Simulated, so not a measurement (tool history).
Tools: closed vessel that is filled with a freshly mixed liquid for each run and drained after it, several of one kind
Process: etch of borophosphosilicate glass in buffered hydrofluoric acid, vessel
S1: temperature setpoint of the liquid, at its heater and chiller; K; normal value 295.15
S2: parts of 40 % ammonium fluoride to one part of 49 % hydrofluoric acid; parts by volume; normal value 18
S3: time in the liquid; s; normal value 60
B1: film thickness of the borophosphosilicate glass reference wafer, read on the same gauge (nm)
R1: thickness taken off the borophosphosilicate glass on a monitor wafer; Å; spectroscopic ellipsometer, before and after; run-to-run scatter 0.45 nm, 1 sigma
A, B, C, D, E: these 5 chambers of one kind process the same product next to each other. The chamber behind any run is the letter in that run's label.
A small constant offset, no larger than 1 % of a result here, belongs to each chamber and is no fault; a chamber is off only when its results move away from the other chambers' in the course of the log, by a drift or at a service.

Run 1D, hour 8.6: usual settings; B1 139.99. Result: R1 510.23 Å.
Run 2A, hour 20.2: usual settings; B1 140.03. Result: R1 533.64 Å.
At hour 28.7: chamber A: thermometer replaced.
Run 3C, hour 29.3: usual settings; B1 140. Result: R1 523.66 Å.
Run 4E, hour 38.3: usual settings; B1 140.01. Result: R1 516.36 Å.
Run 5B, hour 45.5: usual settings; B1 140. Result: R1 516.86 Å.
Run 6B, hour 55.5: usual settings but S2 15.5 parts by volume, S3 85 s; B1 140.01. Result: R1 855.84 Å.
Run 7D, hour 65.1: usual settings but S2 15.5 parts by volume, S3 85 s; B1 140.02. Result: R1 865.27 Å.
Run 8C, hour 73.3: usual settings but S2 15.5 parts by volume, S3 85 s; B1 139.97. Result: R1 860.28 Å.
Run 9E, hour 81.6: usual settings but S2 15.5 parts by volume, S3 85 s; B1 139.97. Result: R1 862.47 Å.
Run 10A, hour 91.1: usual settings but S2 15.5 parts by volume, S3 85 s; B1 140.01. Result: R1 860.57 Å.
Run 11E, hour 100: usual settings; B1 140.02. Result: R1 510.04 Å.
At hour 105.3: chamber C: thermometer replaced.
Run 12C, hour 107.8: usual settings; B1 140. Result: R1 511.36 Å.
Run 13D, hour 117.4: usual settings; B1 140.02. Result: R1 521.08 Å.
Run 14A, hour 125.8: usual settings but S2 14 parts by volume; B1 140. Result: R1 669.14 Å.
Run 15B, hour 136.6: usual settings but S2 14 parts by volume; B1 140. Result: R1 653.69 Å.
Run 16B, hour 145.6: usual settings but S2 14 parts by volume; B1 140.01. Result: R1 664.72 Å.
Run 17C, hour 151.2: usual settings but S2 14 parts by volume; B1 139.96. Result: R1 661.23 Å.
Run 18D, hour 159.1: usual settings but S2 14 parts by volume; B1 139.99. Result: R1 663.02 Å.
Run 19A, hour 169.9: usual settings; B1 140.02. Result: R1 521.44 Å.
Run 20E, hour 180.2: usual settings; B1 140. Result: R1 504.75 Å.
Run 21E, hour 185.8: usual settings; B1 139.98. Result: R1 498.45 Å.
At hour 196.1: chamber D: thermometer replaced.
Run 22B, hour 196.7: usual settings; B1 139.98. Result: R1 514.18 Å.
Run 23A, hour 205.3: usual settings; B1 139.97. Result: R1 515.3 Å.
Run 24C, hour 217.1: usual settings; B1 139.99. Result: R1 523.82 Å.
Run 25D, hour 223.2: usual settings; B1 140. Result: R1 515.77 Å.
Run 26E, hour 228.4: usual settings; B1 140. Result: R1 501.95 Å.
Run 27A, hour 236.4: usual settings; B1 140. Result: R1 519.31 Å.
Run 28D, hour 243.1: usual settings but S1 298.65 K, S3 30 s; B1 139.99. Result: R1 310.76 Å.
Run 29C, hour 252.8: usual settings but S1 298.65 K, S3 30 s; B1 140. Result: R1 315.37 Å.
Run 30B, hour 261.7: usual settings but S1 298.65 K, S3 30 s; B1 139.98. Result: R1 307.01 Å.
Run 31E, hour 271.9: usual settings but S1 298.65 K, S3 30 s; B1 140.02. Result: R1 296.4 Å.
Run 32C, hour 283.9: usual settings but S1 298.65 K, S3 30 s; B1 140.02. Result: R1 310.45 Å.
Run 33B, hour 294.1: usual settings; B1 140.01. Result: R1 517.46 Å.
Run 34A, hour 299.6: usual settings; B1 140.03. Result: R1 511.99 Å.
Run 35D, hour 309.5: usual settings but S1 297.65 K, S2 12.5 parts by volume; B1 140. Result: R1 839.38 Å.
Run 36C, hour 319.5: usual settings but S1 297.65 K, S2 12.5 parts by volume; B1 139.99. Result: R1 856.81 Å.
Run 37E, hour 328.5: usual settings but S1 297.65 K, S2 12.5 parts by volume; B1 140. Result: R1 798.85 Å.
Run 38D, hour 334.2: usual settings but S1 297.65 K, S2 12.5 parts by volume; B1 140. Result: R1 854.51 Å.
Run 39B, hour 340.2: usual settings but S1 297.65 K, S2 12.5 parts by volume; B1 140. Result: R1 840.96 Å.
Run 40A, hour 349.5: usual settings; B1 140.01. Result: R1 521.02 Å.
Run 41A, hour 357.3: usual settings; B1 140. Result: R1 525.7 Å.
Run 42E, hour 363.6: usual settings; B1 139.98. Result: R1 477.41 Å.
Run 43C, hour 371.7: usual settings; B1 140.01. Result: R1 521.06 Å.
Run 44B, hour 382.9: usual settings; B1 139.99. Result: R1 519.32 Å.

The same settings go to every chamber for the next run, one line per chamber below. Forecast the results for each:
Run 45A, hour 391.5: usual settings but S3 75 s. Result: R1 ?.
Run 45B, hour 391.5: usual settings but S3 75 s. Result: R1 ?.
Run 45C, hour 391.5: usual settings but S3 75 s. Result: R1 ?.
Run 45D, hour 391.5: usual settings but S3 75 s. Result: R1 ?.
Run 45E, hour 391.5: usual settings but S3 75 s. Result: R1 ?.

run      R1
45A  657.52
45B  657.38
45C  648.85
45D  647.11
45E   602.9
